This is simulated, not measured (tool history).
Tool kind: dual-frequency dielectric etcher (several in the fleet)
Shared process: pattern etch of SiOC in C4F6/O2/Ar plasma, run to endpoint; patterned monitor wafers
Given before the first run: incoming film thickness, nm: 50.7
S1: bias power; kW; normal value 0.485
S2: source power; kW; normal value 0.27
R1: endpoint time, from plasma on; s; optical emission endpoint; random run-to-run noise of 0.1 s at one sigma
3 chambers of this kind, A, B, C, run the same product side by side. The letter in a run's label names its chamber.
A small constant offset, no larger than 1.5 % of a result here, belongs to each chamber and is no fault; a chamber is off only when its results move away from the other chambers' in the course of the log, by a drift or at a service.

run	day	S1	S2	R1
1A	0.221	0.485	0.27	19.972
2B	0.392	0.485	0.27	20.05
3C	0.621	0.485	0.27	20.004
4C	0.892	0.485	0.27	19.983
5B	1.162	0.485	0.27	19.811
6A	1.458	0.485	0.27	19.535
7B	1.767	0.485	0.27	20.134
8A	1.962	0.485	0.27	19.792
9C	2.138	0.485	0.27	20.027
10C	2.462	0.485	0.27	19.791
11B	2.754	0.485	0.27	20.141
12A	3.071	0.485	0.27	19.84
13A	3.342	0.485	0.27	19.661
14B	3.65	0.485	0.27	20.123
15C	3.967	0.485	0.27	20.126
16A	4.129	0.485	0.27	19.986
# day 4.342: chamber B: wet clean of the chamber
17B	4.5	0.485	0.27	20.828
18C	4.662	0.485	0.27	19.973
19B	4.85	0.485	0.27	21.209
20C	5.217	0.485	0.27	19.894
21A	5.467	0.485	0.27	19.508
22B	5.829	0.485	0.27	20.949
23C	6.117	0.485	0.27	20.037
24A	6.371	0.485	0.27	19.916
25A	6.592	0.485	0.27	19.583
26B	6.758	0.381	0.27	22.81
27C	7.1	0.381	0.27	21.836

Decide between three cases: one chamber stands off from its peers, the gauge reading all wafers drifts, or nothing is wrong past each chamber's small offset. Where a chamber is off, say which and what most likely put it there.

Chamber B came out of a service off from its peers and stayed that way.
Most likely cause: etch rate under this chamber's usual, % = 4.97.

Which of the 4 candidates below, each the usual settings with something changed and its results left as question marks, puts chamber B back in line with what the other chambers give on the usual settings?
Maximum distance from the other chambers' mean on the usual settings for a result to count as in line: R1 0.36 s
28B-1	7.362	0.485	0.28	?
28B-2	7.362	0.522	0.29	?
28B-3	7.362	0.485	0.26	?
28B-4	7.362	0.485	0.23	?

On the usual settings, the other chambers give on average: R1 19.828 s
run	R1
28B-1	20.762
28B-2	19.936
28B-3	21.344
28B-4	22.342
28B-2 brings the chamber back in line.

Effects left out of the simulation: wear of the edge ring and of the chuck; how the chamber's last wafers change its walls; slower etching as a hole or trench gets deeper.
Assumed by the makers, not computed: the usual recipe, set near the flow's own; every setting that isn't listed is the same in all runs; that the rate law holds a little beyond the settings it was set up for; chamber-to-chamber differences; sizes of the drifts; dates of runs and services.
